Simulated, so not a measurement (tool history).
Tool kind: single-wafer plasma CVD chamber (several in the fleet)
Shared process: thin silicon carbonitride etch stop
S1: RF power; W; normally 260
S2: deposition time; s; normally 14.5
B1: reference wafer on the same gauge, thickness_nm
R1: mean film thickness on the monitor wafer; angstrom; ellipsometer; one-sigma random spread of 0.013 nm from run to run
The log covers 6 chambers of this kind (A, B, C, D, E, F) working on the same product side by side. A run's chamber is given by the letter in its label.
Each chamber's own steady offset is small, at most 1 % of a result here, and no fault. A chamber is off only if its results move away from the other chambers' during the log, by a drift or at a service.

run	hour	S1	S2	B1	R1
1C	4	260	14.5	8.9315	89.037
2E	9.4	260	14.5	8.9278	89.273
3F	13.8	260	14.5	8.922	89.399
4A	16.4	260	14.5	8.9239	89.241
5D	21.6	260	14.5	8.9222	88.812
6B	25	260	14.5	8.9224	89.296
7E	29.3	260	14.5	8.9181	89.491
8B	32.3	260	14.5	8.9191	89.211
9F	35.2	260	14.5	8.9134	89.14
10D	40.2	260	14.5	8.9169	88.458
11A	43.7	260	14.5	8.9166	89.045
12C	46.2	260	14.5	8.9126	88.759
13F	51.6	285	11.9	8.9114	75.307
14B	55.8	285	11.9	8.9113	75.389
15D	60.4	285	11.9	8.9095	74.748
16C	62.9	285	11.9	8.9057	74.621
17A	66.8	285	11.9	8.9038	75.201
18E	69.6	285	11.9	8.9041	75.564
19C	74.9	260	14.5	8.9034	88.565
20B	79.3	260	14.5	8.9025	88.944
21E	81.9	260	14.5	8.9019	89.358
22D	85.9	260	14.5	8.8984	88.427
23A	88.6	260	14.5	8.9017	89.051
24F	92.1	260	14.5	8.896	88.825
25E	94.9	260	14.5	8.8992	89.317
26C	98.3	225	12	8.897	70.217
27D	101.5	225	12	8.8945	70.092
# hour 104.5: chamber E: RF generator calibrated
28B	106.5	225	12	8.8902	70.662
29F	109.6	225	12	8.8935	70.658
30A	111.9	225	12	8.8917	70.411
31E	114.6	225	12	8.8882	70.873
32F	118.6	260	14.5	8.889	88.94
33A	122.4	260	14.5	8.8875	88.831
34C	127.5	260	14.5	8.8884	88.59
35D	131.6	260	14.5	8.8813	88.427
36B	134.6	225	13.6	8.8805	80.145
37D	139.5	225	13.6	8.8828	79.461
38B	141.9	225	13.6	8.8801	79.924
39F	145.7	225	13.6	8.8766	79.686

Read the log: is a single chamber off, either drifting away or since a service, is the gauge that measures every chamber drifting, or is nothing wrong beyond small per-chamber offsets? Name any odd chamber and what most likely caused it.

None of the chambers is off. What moves is the gauge, dragging all their readings along together.
Cause: gauge reads low (%) = 0.581.
